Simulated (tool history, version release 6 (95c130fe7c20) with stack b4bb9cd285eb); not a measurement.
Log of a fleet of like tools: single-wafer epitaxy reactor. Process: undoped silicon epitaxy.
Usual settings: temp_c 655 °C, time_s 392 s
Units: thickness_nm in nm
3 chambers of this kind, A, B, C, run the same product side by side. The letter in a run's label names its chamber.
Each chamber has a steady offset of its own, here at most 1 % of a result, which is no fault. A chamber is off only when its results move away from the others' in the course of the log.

| run | hour | temp_c | time_s | read-back reference wafer on the same gauge, thickness_nm | thickness_nm |
|---|---|---|---|---|---|
| 1B | 8.2 | 655 | 392 | 59.048 | 73.208 |
| 2C | 15.7 | 655 | 392 | 59.134 | 73.127 |
| 3A | 28.3 | 655 | 392 | 59.159 | 73.009 |
| 4A | 36.2 | 655 | 392 | 59.106 | 72.819 |
| 5C | 46.7 | 655 | 392 | 59.085 | 72.888 |
| 6B | 54.8 | 655 | 392 | 59.058 | 73.968 |
| 7A | 65.1 | 655 | 392 | 59.136 | 72.986 |
| 8B | 74.4 | 655 | 392 | 59.041 | 73.322 |
| 9C | 90.3 | 655 | 392 | 59.086 | 72.651 |
| 10C | 105.8 | 655 | 392 | 59.042 | 72.421 |
| 11B | 114.1 | 655 | 392 | 59.133 | 73.741 |
| 12A | 130.2 | 665 | 332 | 59.001 | 77.004 |
| 13A | 142.6 | 665 | 332 | 59.111 | 77.091 |
| 14B | 155.4 | 665 | 332 | 59.103 | 77.188 |
| 15C | 167.3 | 655 | 445 | 59.066 | 81.166 |
| 16C | 180.3 | 655 | 445 | 59.110 | 81.024 |
| 17A | 191.3 | 655 | 445 | 59.163 | 83.046 |
| 18B | 204.2 | 655 | 344 | 59.052 | 64.780 |
| 19B | 218.6 | 655 | 344 | 59.135 | 64.721 |
| 20C | 230.3 | 655 | 344 | 59.090 | 61.339 |
| 21A | 242.3 | 655 | 392 | 59.065 | 73.245 |
| 22A | 257.0 | 655 | 392 | 59.174 | 73.319 |
| 23C | 268.5 | 646 | 434 | 59.024 | 62.849 |
| 24B | 282.6 | 646 | 434 | 59.132 | 66.912 |
| 25B | 297.7 | 646 | 434 | 59.103 | 66.526 |

Is one chamber off against the others, does the gauge drift, or is nothing wrong? If a chamber is off, say which, and what the likeliest cause is.

Chamber C drifts away from the others.
Cause: wafer temperature below the value expected at the setpoint (K) = 3.04.

Here are 4 candidates for chamber C's next run, each the usual settings with a change, their results left as question marks. Which one brings its results back in line with what the others give on the usual settings?
In line means no further than this from the other chambers' mean on the usual settings: thickness_nm 1.200 nm
| 26C-1 | 309.2 | 655 | 365 |  | ? |
| 26C-2 | 309.2 | 657 | 400 |  | ? |
| 26C-3 | 309.2 | 654 | 387 |  | ? |
| 26C-4 | 309.2 | 655 | 407 |  | ? |

The other chambers' mean on the usual settings: thickness_nm 73.223 nm
| run | thickness_nm |
|---|---|
| 26C-1 | 63.459 |
| 26C-2 | 72.590 |
| 26C-3 | 65.852 |
| 26C-4 | 70.761 |
26C-2 brings the chamber back in line.

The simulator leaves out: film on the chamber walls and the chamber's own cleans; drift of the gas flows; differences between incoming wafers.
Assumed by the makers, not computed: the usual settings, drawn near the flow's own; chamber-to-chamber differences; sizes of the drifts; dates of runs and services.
